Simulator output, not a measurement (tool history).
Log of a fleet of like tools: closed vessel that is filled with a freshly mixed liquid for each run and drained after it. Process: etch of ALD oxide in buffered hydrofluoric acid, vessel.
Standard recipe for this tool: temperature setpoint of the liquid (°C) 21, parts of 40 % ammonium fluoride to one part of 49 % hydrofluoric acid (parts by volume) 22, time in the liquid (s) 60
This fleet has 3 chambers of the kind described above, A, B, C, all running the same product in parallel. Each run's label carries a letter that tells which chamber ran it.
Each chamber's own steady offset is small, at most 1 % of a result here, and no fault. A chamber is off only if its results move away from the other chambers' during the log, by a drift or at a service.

run	hour	temperature setpoint of the liquid (°C)	parts of 40 % ammonium fluoride to one part of 49 % hydrofluoric acid (parts by volume)	time in the liquid (s)	hours since the thermometer was replaced	hours since the hydrofluoric acid flow meter was replaced	read-back film thickness of the ALD oxide reference wafer, read on the same gauge (nm)	thickness taken off the ALD oxide on a monitor wafer (nm)
1B	16.0	21	22	60	410.0	885.6	90.014	44.325
2A	24.0	21	22	60	846.2	626.7	90.047	43.855
# hour 37.1: chamber A: thermometer replaced
3C	37.4	21	22	60	830.6	822.2	90.013	44.519
4A	52.1	21	22	60	15.1	654.8	90.038	43.837
5B	65.8	21	22	60	459.8	935.4	89.993	44.055
6C	74.7	21	22	60	867.9	859.5	90.017	45.076
7C	87.9	21	22	60	881.1	872.7	89.987	44.270
8B	97.5	21	22	60	491.5	967.1	89.968	44.065
9A	109.2	21	22	60	72.2	711.9	90.002	43.697
10C	119.5	21	22	60	912.7	904.3	89.990	44.996
11B	132.5	21	22	60	526.5	1002.1	89.965	44.120
12A	142.4	21	22	60	105.4	745.1	90.037	43.536
13A	149.8	21	22	60	112.8	752.5	90.017	43.530
14B	157.7	21	22	60	551.7	1027.3	90.037	44.393
15C	167.5	21	22	60	960.7	952.3	90.021	46.187
16A	178.5	21	22	60	141.5	781.2	89.972	43.478
17C	194.7	21	22	60	987.9	979.5	89.996	45.869
18B	204.8	21	22	60	598.8	1074.4	90.032	44.766
19B	219.4	21	22	60	613.4	1089.0	90.028	44.268
20C	232.0	21	22	60	1025.2	1016.8	90.005	46.331
21A	242.8	21	22	60	205.8	845.5	89.979	43.158
22A	251.3	21	22	60	214.3	854.0	90.028	43.694
23B	260.4	21	22	60	654.4	1130.0	90.017	44.463

Decide between three cases: one chamber stands off from its peers, the gauge reading all wafers drifts, or nothing is wrong past each chamber's small offset. Where a chamber is off, say which and what most likely put it there.

One chamber, C, drifts off from the rest bit by bit.
Cause: liquid hotter than its thermometer reads (K) = 1.21.
The log may not separate it from: hydrofluoric acid flow above the setpoint (%).

Below are 4 candidate recipes for chamber C's next run, each the usual settings with a change, their results shown as question marks. Which of them brings C's results back in line with what the other chambers give on the usual settings?
Counts as in line when no further than this from what the other chambers average on the usual settings: thickness taken off the ALD oxide on a monitor wafer (nm) 0.970
24C-1	272.1	21	26.0	60				?
24C-2	272.1	21	24.5	60				?
24C-3	272.1	23	22.0	60				?
24C-4	272.1	21	22.0	65				?

On the usual settings, the other chambers give on average: thickness taken off the ALD oxide on a monitor wafer (nm) 43.850
run	thickness taken off the ALD oxide on a monitor wafer (nm)
24C-1	41.936
24C-2	43.714
24C-3	52.648
24C-4	51.059
24C-2 brings the chamber back in line.
